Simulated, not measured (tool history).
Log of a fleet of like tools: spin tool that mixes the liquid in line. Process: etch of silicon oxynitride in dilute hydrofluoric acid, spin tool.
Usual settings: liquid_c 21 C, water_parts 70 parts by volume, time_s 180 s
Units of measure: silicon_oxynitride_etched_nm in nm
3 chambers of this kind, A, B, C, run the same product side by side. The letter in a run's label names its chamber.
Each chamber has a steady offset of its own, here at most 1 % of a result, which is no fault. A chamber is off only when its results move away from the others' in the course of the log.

run,hour,liquid_c,water_parts,time_s,"read-back film thickness of the silicon oxynitride reference wafer, read on the same gauge (nm)",silicon_oxynitride_etched_nm
1A,14.1,21,70,180,60.019,10.995
2B,26.1,21,70,180,60.012,10.924
3C,38,21,70,180,60.023,10.652
4B,45.5,21,70,180,59.938,11.009
5A,54,21,70,180,60.012,10.981
6C,61.3,21,70,180,59.95,10.979
7C,70.2,21,70,180,59.983,10.855
8A,78,21,70,180,59.988,10.862
9B,90.5,21,70,180,60.036,11.155
10A,101.4,21,70,180,60.004,10.903
11C,109.3,21,70,255,60.035,15.65
12B,120.8,21,70,255,59.991,15.624
13C,129.8,21,70,255,60.04,15.929
# hour 138.1: chamber A: thermometer replaced
14A,138.6,21,70,180,60.025,10.986
15B,147.4,21,70,180,60.025,11.124
# hour 147.8: chamber C: thermometer replaced
16B,156.3,21,70,180,60.031,10.953
17C,165.6,21,70,180,60.07,11.438
18A,172.7,21,70,180,59.952,10.852
19B,185.8,21,70,180,59.986,10.958
20A,198.8,21,70,180,59.977,11.183
21C,205.8,21,70,180,59.978,11.411
22B,213.2,21,70,180,60.031,10.893
23A,226,21,70,180,59.982,11.135
24C,236.9,21,70,180,60.029,11.619
25B,245.3,21,100,180,59.983,7.3436
26C,254.2,21,100,180,60.018,8.0673
27A,262.9,21,100,180,59.993,7.3865
28C,276.6,21,55,180,60.001,15.222
29B,291.5,21,55,180,60.017,14.054
30A,307.4,21,55,180,60.003,14.265
31B,314.5,21,70,180,60.01,10.87
32A,329.7,21,70,180,59.967,11.051
33C,340.8,21,70,180,59.965,12.069

Next, every chamber runs the same settings. What will each give?
34A,352.4,21,70,180,,?
34B,352.4,21,70,180,,?
34C,352.4,21,70,180,,?

run,silicon_oxynitride_etched_nm
34A,11.111
34B,10.855
34C,11.872
